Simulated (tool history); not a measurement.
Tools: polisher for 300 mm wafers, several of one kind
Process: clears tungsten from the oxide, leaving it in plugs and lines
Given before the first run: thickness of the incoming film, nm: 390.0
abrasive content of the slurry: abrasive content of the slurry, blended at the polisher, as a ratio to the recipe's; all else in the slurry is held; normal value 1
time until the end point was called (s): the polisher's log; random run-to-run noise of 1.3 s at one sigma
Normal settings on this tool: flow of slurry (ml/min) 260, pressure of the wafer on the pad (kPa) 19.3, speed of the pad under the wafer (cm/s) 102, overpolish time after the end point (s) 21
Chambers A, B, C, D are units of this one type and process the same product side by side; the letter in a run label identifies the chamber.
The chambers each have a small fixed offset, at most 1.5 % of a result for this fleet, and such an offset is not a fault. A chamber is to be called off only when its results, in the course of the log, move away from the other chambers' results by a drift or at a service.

run   hour  flow of slurry (ml/min)  pressure of the wafer on the pad (kPa)  speed of the pad under the wafer (cm/s)  abrasive content of the slurry  overpolish time after the end point (s)  time until the end point was called (s)
       4.1  -- chamber B: slurry tank refilled with fresh slurry and peroxide
 1C   12.9                      260                                    19.3                                      102                               1                                       21                                  117.750
 2B   24.7                      260                                    19.3                                      102                               1                                       21                                  114.180
      31.7  -- chamber C: slurry tank refilled with fresh slurry and peroxide
      33.9  -- chamber D: head pressure recalibrated
 3D   35.7                      260                                    19.3                                      102                               1                                       21                                  113.570
      39.2  -- chamber D: slurry tank refilled with fresh slurry and peroxide
      44.3  -- chamber A: worn pad replaced by a new one
 4A   47.9                      260                                    19.3                                      102                               1                                       21                                  115.360
 5C   62.0                      260                                    19.3                                      102                               1                                       21                                  117.000
      64.6  -- chamber B: head pressure recalibrated
 6B   71.9                      260                                    19.3                                      102                               1                                       15                                  114.470
      72.8  -- chamber D: slurry blender recalibrated
      78.5  -- chamber D: worn pad replaced by a new one
 7A   83.8                      260                                    19.3                                      102                               1                                       15                                  115.930
      86.9  -- chamber B: slurry blender recalibrated
      88.8  -- chamber B: worn pad replaced by a new one
      91.3  -- chamber D: slurry tank refilled with fresh slurry and peroxide
 8D   92.1                      260                                    19.3                                      102                               1                                       15                                  115.440
      96.0  -- chamber A: slurry tank refilled with fresh slurry and peroxide
 9B  101.4                      260                                    19.3                                      102                               1                                       15                                  112.560
     112.6  -- chamber C: slurry tank refilled with fresh slurry and peroxide
     113.2  -- chamber C: worn pad replaced by a new one
10C  115.3                      260                                    19.3                                      102                               1                                       21                                  116.710
     118.6  -- chamber C: slurry nozzle cleaned
11D  130.7                      260                                    19.3                                      102                               1                                       21                                  112.880
     140.4  -- chamber D: slurry tank refilled with fresh slurry and peroxide
     140.7  -- chamber C: slurry blender recalibrated
12A  142.4                      260                                    19.3                                      102                               1                                       21                                  115.020
     147.9  -- chamber A: slurry nozzle cleaned
     152.8  -- chamber B: slurry nozzle cleaned
13B  155.6                      260                                    19.3                                      102                               1                                       21                                  115.410
14C  164.2                      260                                    19.3                                      102                               1                                       21                                  116.900
     165.1  -- chamber B: slurry tank refilled with fresh slurry and peroxide
     169.8  -- chamber D: worn pad replaced by a new one
     172.6  -- chamber B: worn pad replaced by a new one
15A  175.2                      260                                    19.3                                      102                               1                                       21                                  113.310
16D  183.2                      260                                    23.4                                      102                               1                                       21                                   91.609
     189.1  -- chamber D: slurry tank refilled with fresh slurry and peroxide
17D  195.4                      260                                    23.4                                      102                               1                                       21                                   93.042
     196.0  -- chamber A: worn pad replaced by a new one
     202.0  -- chamber C: slurry tank refilled with fresh slurry and peroxide
18B  207.0                      260                                    23.4                                      102                               1                                       21                                   92.931
19C  219.2                      260                                    23.4                                      102                               1                                       21                                   95.153
     219.4  -- chamber A: slurry blender recalibrated
20A  229.9                      260                                    19.3                                      102                               1                                       21                                  114.530
21B  240.9                      260                                    19.3                                      102                               1                                       21                                  113.170
     250.5  -- chamber D: slurry tank refilled with fresh slurry and peroxide
22C  251.9                      260                                    19.3                                      102                               1                                       21                                  117.080
     264.5  -- chamber D: worn pad replaced by a new one
23D  264.8                      260                                    19.3                                      102                               1                                       21                                  111.490
24A  272.0                      260                                    19.3                                      102                               1                                       21                                  112.350

Does one chamber stand apart from the rest, does the shared gauge drift, or is all well apart from small per-chamber offsets? Give the chamber and the most likely cause, where there is one.

Beyond each chamber's small constant offset nothing stands out, and the gauge stays steady.

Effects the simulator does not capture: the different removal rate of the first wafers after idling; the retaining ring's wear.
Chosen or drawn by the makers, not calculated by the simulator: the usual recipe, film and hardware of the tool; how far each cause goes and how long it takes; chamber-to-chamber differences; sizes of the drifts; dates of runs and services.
